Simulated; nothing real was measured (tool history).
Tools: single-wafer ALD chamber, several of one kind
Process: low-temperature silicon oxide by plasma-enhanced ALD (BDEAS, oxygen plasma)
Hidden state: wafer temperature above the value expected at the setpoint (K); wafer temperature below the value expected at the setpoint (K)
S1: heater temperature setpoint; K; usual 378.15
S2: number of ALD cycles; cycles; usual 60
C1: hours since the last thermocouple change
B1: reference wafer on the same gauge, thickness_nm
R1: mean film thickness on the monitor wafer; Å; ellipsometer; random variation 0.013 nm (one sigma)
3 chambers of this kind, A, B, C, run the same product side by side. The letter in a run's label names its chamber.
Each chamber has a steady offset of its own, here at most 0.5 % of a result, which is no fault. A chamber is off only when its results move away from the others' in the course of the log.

run 1B day=0.117 | S1=378.15 S2=60 | C1=1873.6 | B1=9.3686 | R1=85.101
run 2C day=0.279 | S1=378.15 S2=60 | C1=966.2 | B1=9.3696 | R1=84.434
run 3A day=0.429 | S1=378.15 S2=60 | C1=409.8 | B1=9.3645 | R1=84.936
run 4C day=0.646 | S1=378.15 S2=60 | C1=975.0 | B1=9.3627 | R1=84.565
run 5A day=0.788 | S1=384.15 S2=60 | C1=418.4 | B1=9.3590 | R1=83.801
run 6B day=0.958 | S1=384.15 S2=60 | C1=1893.8 | B1=9.3606 | R1=84.154
run 7C day=1.083 | S1=384.15 S2=60 | C1=985.5 | B1=9.3595 | R1=83.632
run 8B day=1.204 | S1=378.15 S2=60 | C1=1899.7 | B1=9.3541 | R1=85.368
run 9A day=1.396 | S1=390.15 S2=60 | C1=433.0 | B1=9.3517 | R1=82.997
run 10A day=1.625 | S1=390.15 S2=60 | C1=438.5 | B1=9.3518 | R1=82.693
run 11C day=1.812 | S1=390.15 S2=60 | C1=1003.0 | B1=9.3470 | R1=82.798
run 12B day=1.988 | S1=378.15 S2=70 | C1=1918.5 | B1=9.3450 | R1=99.193
run 13B day=2.092 | S1=378.15 S2=70 | C1=1921.0 | B1=9.3455 | R1=99.163
run 14A day=2.250 | S1=378.15 S2=70 | C1=453.5 | B1=9.3442 | R1=98.483
run 15C day=2.467 | S1=378.15 S2=60 | C1=1018.7 | B1=9.3351 | R1=84.435
run 16A day=2.700 | S1=378.15 S2=60 | C1=464.3 | B1=9.3334 | R1=84.485
run 17B day=2.912 | S1=378.15 S2=60 | C1=1940.7 | B1=9.3341 | R1=84.808
run 18C day=3.117 | S1=378.15 S2=60 | C1=1034.3 | B1=9.3288 | R1=84.226
run 19A day=3.346 | S1=392.15 S2=64 | C1=479.8 | B1=9.3314 | R1=87.524
run 20C day=3.462 | S1=392.15 S2=64 | C1=1042.6 | B1=9.3273 | R1=87.791
run 21B day=3.592 | S1=392.15 S2=64 | C1=1957.0 | B1=9.3245 | R1=88.464
run 22C day=3.767 | S1=378.15 S2=60 | C1=1049.9 | B1=9.3229 | R1=84.271
run 23B day=3.908 | S1=378.15 S2=60 | C1=1964.6 | B1=9.3230 | R1=84.745
run 24A day=4.125 | S1=378.15 S2=60 | C1=498.5 | B1=9.3204 | R1=84.367
run 25B day=4.271 | S1=378.15 S2=60 | C1=1973.3 | B1=9.3163 | R1=84.729
run 26A day=4.471 | S1=378.15 S2=60 | C1=506.8 | B1=9.3143 | R1=84.434

Is one chamber off against the others, does the gauge drift, or is nothing wrong? If a chamber is off, say which, and what the likeliest cause is.

The gauge drifts, so all chambers seem to drift together. No chamber is off.
Cause: gauge reads low (%) = 0.616.
